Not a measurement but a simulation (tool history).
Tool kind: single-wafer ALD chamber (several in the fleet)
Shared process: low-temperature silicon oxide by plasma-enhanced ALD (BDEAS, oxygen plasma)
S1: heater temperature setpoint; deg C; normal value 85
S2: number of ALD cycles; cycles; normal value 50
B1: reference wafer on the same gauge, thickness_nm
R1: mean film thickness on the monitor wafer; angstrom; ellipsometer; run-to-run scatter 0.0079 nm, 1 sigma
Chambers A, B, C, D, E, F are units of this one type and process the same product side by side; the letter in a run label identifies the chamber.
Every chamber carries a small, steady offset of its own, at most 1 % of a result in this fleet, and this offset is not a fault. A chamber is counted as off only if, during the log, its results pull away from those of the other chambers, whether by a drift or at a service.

Run 1B, hour 3.9: usual settings; B1 6.9205. Result: R1 75.181 angstrom.
Run 2D, hour 6.0: usual settings; B1 6.9207. Result: R1 74.672 angstrom.
Run 3A, hour 8.1: usual settings; B1 6.9229. Result: R1 74.502 angstrom.
Run 4C, hour 10.0: usual settings; B1 6.9217. Result: R1 75.113 angstrom.
Run 5F, hour 12.6: usual settings; B1 6.9218. Result: R1 75.536 angstrom.
Run 6E, hour 15.1: usual settings but S2 42 cycles; B1 6.9216. Result: R1 63.585 angstrom.
Run 7E, hour 19.4: usual settings but S2 42 cycles; B1 6.9238. Result: R1 63.607 angstrom.
Run 8D, hour 23.6: usual settings but S2 42 cycles; B1 6.9254. Result: R1 62.835 angstrom.
Run 9F, hour 27.3: usual settings but S2 42 cycles; B1 6.9258. Result: R1 63.456 angstrom.
Run 10B, hour 30.6: usual settings but S2 42 cycles; B1 6.9271. Result: R1 63.140 angstrom.
Run 11C, hour 34.4: usual settings but S2 42 cycles; B1 6.9264. Result: R1 63.301 angstrom.
Run 12A, hour 38.7: usual settings; B1 6.9272. Result: R1 74.608 angstrom.
Run 13A, hour 43.0: usual settings; B1 6.9288. Result: R1 74.704 angstrom.
Run 14C, hour 46.5: usual settings; B1 6.9324. Result: R1 75.345 angstrom.
Run 15B, hour 49.0: usual settings; B1 6.9302. Result: R1 75.182 angstrom.
Run 16F, hour 52.8: usual settings; B1 6.9314. Result: R1 75.528 angstrom.
Run 17E, hour 56.7: usual settings; B1 6.9312. Result: R1 75.779 angstrom.
Run 18D, hour 59.9: usual settings; B1 6.9334. Result: R1 74.819 angstrom.
Run 19B, hour 62.8: usual settings; B1 6.9335. Result: R1 75.123 angstrom.
Run 20A, hour 66.2: usual settings; B1 6.9351. Result: R1 74.731 angstrom.
Run 21D, hour 70.5: usual settings; B1 6.9362. Result: R1 74.772 angstrom.
At hour 70.7: chamber C: thermocouple changed; heater temperature recalibrated.
Run 22F, hour 74.6: usual settings; B1 6.9359. Result: R1 75.715 angstrom.
Run 23C, hour 78.1: usual settings; B1 6.9372. Result: R1 75.407 angstrom.
Run 24E, hour 81.5: usual settings; B1 6.9362. Result: R1 75.851 angstrom.
Run 25E, hour 83.9: usual settings; B1 6.9388. Result: R1 75.786 angstrom.
Run 26D, hour 86.1: usual settings but S1 76 deg C, S2 47 cycles; B1 6.9392. Result: R1 72.573 angstrom.
Run 27C, hour 88.0: usual settings but S1 76 deg C, S2 47 cycles; B1 6.9396. Result: R1 72.994 angstrom.
Run 28F, hour 91.2: usual settings but S1 76 deg C, S2 47 cycles; B1 6.9385. Result: R1 73.261 angstrom.
Run 29A, hour 95.0: usual settings but S1 76 deg C, S2 47 cycles; B1 6.9395. Result: R1 72.509 angstrom.
Run 30B, hour 99.3: usual settings but S1 76 deg C, S2 47 cycles; B1 6.9427. Result: R1 73.144 angstrom.
Run 31C, hour 101.3: usual settings but S1 76 deg C, S2 47 cycles; B1 6.9413. Result: R1 73.130 angstrom.
Run 32B, hour 105.5: usual settings; B1 6.9407. Result: R1 75.350 angstrom.
Run 33A, hour 107.9: usual settings; B1 6.9431. Result: R1 74.780 angstrom.
Run 34E, hour 111.3: usual settings but S2 41 cycles; B1 6.9436. Result: R1 62.381 angstrom.
Run 35D, hour 114.0: usual settings but S2 41 cycles; B1 6.9437. Result: R1 61.586 angstrom.
Run 36F, hour 118.2: usual settings but S2 41 cycles; B1 6.9461. Result: R1 61.986 angstrom.
Run 37D, hour 121.2: usual settings but S2 41 cycles; B1 6.9448. Result: R1 61.485 angstrom.
Run 38A, hour 123.5: usual settings but S2 41 cycles; B1 6.9475. Result: R1 61.413 angstrom.
Run 39E, hour 125.9: usual settings but S2 41 cycles; B1 6.9481. Result: R1 62.300 angstrom.
Run 40F, hour 128.4: usual settings; B1 6.9472. Result: R1 75.836 angstrom.
Run 41C, hour 131.0: usual settings; B1 6.9482. Result: R1 75.437 angstrom.
Run 42B, hour 133.3: usual settings but S1 78 deg C, S2 43 cycles; B1 6.9481. Result: R1 66.558 angstrom.
Run 43A, hour 137.6: usual settings but S1 78 deg C, S2 43 cycles; B1 6.9481. Result: R1 65.857 angstrom.

All chambers now run identical settings, listed one chamber a line with results as question marks. What results will each chamber show?
Run 44A, hour 140.8: usual settings. Result: R1 ?.
Run 44B, hour 140.8: usual settings. Result: R1 ?.
Run 44C, hour 140.8: usual settings. Result: R1 ?.
Run 44D, hour 140.8: usual settings. Result: R1 ?.
Run 44E, hour 140.8: usual settings. Result: R1 ?.
Run 44F, hour 140.8: usual settings. Result: R1 ?.

run      R1
44A  74.910
44B  75.522
44C  75.254
44D  75.081
44E  76.005
44F  75.899
